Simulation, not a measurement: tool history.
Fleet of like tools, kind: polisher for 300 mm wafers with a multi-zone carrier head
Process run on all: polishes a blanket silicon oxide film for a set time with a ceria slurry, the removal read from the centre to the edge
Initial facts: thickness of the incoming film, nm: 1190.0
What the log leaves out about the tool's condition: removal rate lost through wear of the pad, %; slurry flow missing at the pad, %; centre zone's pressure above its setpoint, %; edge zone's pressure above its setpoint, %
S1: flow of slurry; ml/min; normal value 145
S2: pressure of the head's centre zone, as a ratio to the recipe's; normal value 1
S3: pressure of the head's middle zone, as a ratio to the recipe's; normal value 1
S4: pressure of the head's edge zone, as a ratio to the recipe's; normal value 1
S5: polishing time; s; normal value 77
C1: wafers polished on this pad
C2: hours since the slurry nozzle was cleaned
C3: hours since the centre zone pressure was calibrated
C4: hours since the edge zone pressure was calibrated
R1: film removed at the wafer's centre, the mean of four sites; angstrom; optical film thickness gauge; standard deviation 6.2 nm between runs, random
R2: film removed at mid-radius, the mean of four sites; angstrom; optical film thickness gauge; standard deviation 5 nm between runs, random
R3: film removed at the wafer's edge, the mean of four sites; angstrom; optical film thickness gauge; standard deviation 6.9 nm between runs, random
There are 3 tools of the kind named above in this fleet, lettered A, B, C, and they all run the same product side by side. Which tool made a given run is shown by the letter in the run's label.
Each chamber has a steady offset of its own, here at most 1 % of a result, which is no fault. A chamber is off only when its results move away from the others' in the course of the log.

run	hour	S1	S2	S3	S4	S5	C1	C2	C3	C4	R1	R2	R3
1C	7.8	145	1	1	1	77	566	590.5	137.6	574.4	4802.5	4913.6	4998.7
2B	16.3	145	1	1	1	77	327	320.1	280.7	124	4800.1	4786.6	4853.1
3A	23.6	145	1	1	1	77	503	175.1	977.9	471.3	4949.9	4956.7	4900.8
# hour 34.3: chamber B: slurry nozzle cleaned
# hour 35: chamber C: edge zone pressure recalibrated
4A	37.8	145	1	1	1	77	692	189.3	992.1	485.5	4815.4	4988.2	4905.1
# hour 50.7: chamber C: worn pad replaced by a new one
5C	52.4	145	1	0.94	1	94	23	635.1	182.2	17.5	5987.7	5711.5	5747.5
# hour 60.5: chamber B: worn pad replaced by a new one
6B	61.4	145	1	0.94	1	94	12	27.2	325.8	169.1	5864.1	5704.2	6021.9
# hour 69.5: chamber A: worn pad replaced by a new one
7A	72.1	145	1	0.94	1	94	35	223.6	1026.4	519.8	5942.7	5621.4	5974.7
8B	82.7	145	1	1	1	77	295	48.5	347.1	190.4	4901.7	4827.5	4858.8
9C	95.8	145	1	1	1	77	601	678.5	225.6	60.9	4826.5	4984.2	4728.4
10B	103.9	145	1	1	1	77	577	69.7	368.3	211.6	4789.7	4852	5044.4
11C	111.2	145	1	1	1	77	806	693.9	241	76.3	4899.1	4983.4	4817.8
# hour 120.3: chamber C: worn pad replaced by a new one
12A	120.6	145	1	1	1	77	680	272.1	1074.9	568.3	4778	4950.9	4941.7
13C	135.1	145	1	1	1	77	197	717.8	264.9	100.2	4827.9	4939.6	4937.1
# hour 140.7: chamber B: worn pad replaced by a new one
14A	147.1	145	1	1	1	77	1033	298.6	1101.4	594.8	4934.5	4886.5	4844.6
15B	159.9	145	1	1	1	77	256	125.7	424.3	267.6	4888.7	4893.7	4882.3
# hour 162.3: chamber A: worn pad replaced by a new one
16B	166.4	145	1	1	1	77	343	132.2	430.8	274.1	4725.1	4847.8	4830.9
17A	174.2	145	1	1	1	77	158	325.7	1128.5	621.9	4951.4	4819.2	4832.4
18C	188.8	145	1	1.08	1	77	912	771.5	318.6	153.9	4719.9	5247.5	4714.1
# hour 195.3: chamber C: worn pad replaced by a new one
19A	195.4	145	1	1.08	1	77	440	346.9	1149.7	643.1	4941.8	5136.1	4992.6
20C	209.8	145	1	1.08	1	77	194	792.5	339.6	174.9	4894.6	5160.1	4825.3
# hour 209.9: chamber B: worn pad replaced by a new one
21B	222.9	145	1	1	1	77	174	188.7	487.3	330.6	4890.8	4849.4	4819.4
22B	233.7	145	1	1	1	77	317	199.5	498.1	341.4	4878.5	4905.2	4913
23A	244.1	145	1	1	1	77	1089	395.6	1198.4	691.8	4780.1	4906.3	4849.4
# hour 244.9: chamber A: centre zone pressure recalibrated
# hour 245.8: chamber A: worn pad replaced by a new one
24C	252.8	145	1.06	1	0.95	77	766	835.5	382.6	217.9	4901.2	4756.6	4640.9
25A	261.2	145	1.06	1	0.95	77	206	412.7	16.4	708.9	5236.2	4863.7	4707.1
26C	268	145	1.06	1	0.95	77	968	850.7	397.8	233.1	5142.5	4683.7	4635.4
# hour 274.9: chamber C: worn pad replaced by a new one
27B	282.8	125	1	1	0.89	77	971	248.6	547.2	390.5	4664	4676.1	4549
# hour 289.8: chamber B: worn pad replaced by a new one
28A	292.8	125	1	1	0.89	77	626	444.3	48	740.5	4763	4734.3	4445.1
29B	306.2	125	1	1	0.89	77	219	272	570.6	413.9	4575	4658.9	4545.8
# hour 315.4: chamber A: slurry nozzle cleaned
30C	315.5	145	1	1	1	77	541	898.2	445.3	280.6	4522.9	4577	4735.5
# hour 329.3: chamber B: slurry nozzle cleaned
31A	330.4	145	1	1	1	77	1127	15.1	85.6	778.1	4858.7	4855.5	4993
32B	337.5	145	1	1	1	77	635	8.2	601.9	445.2	4835.7	4925.1	4906.8
33C	349.3	145	1	1	1	77	991	932	479.1	314.4	4477.6	4525.9	4445.9
34B	358.3	145	1	1	1	77	912	29	622.7	466	4823.3	4900.4	4993.9

Next, every chamber runs the same settings. What will each give?
35A	369	145	1	1	0.92	77					?	?	?
35B	369	145	1	1	0.92	77					?	?	?
35C	369	145	1	1	0.92	77					?	?	?

run	R1	R2	R3
35A	4903	4866.4	4570.1
35B	4804.5	4882.6	4572.3
35C	4417	4453.3	4329.5

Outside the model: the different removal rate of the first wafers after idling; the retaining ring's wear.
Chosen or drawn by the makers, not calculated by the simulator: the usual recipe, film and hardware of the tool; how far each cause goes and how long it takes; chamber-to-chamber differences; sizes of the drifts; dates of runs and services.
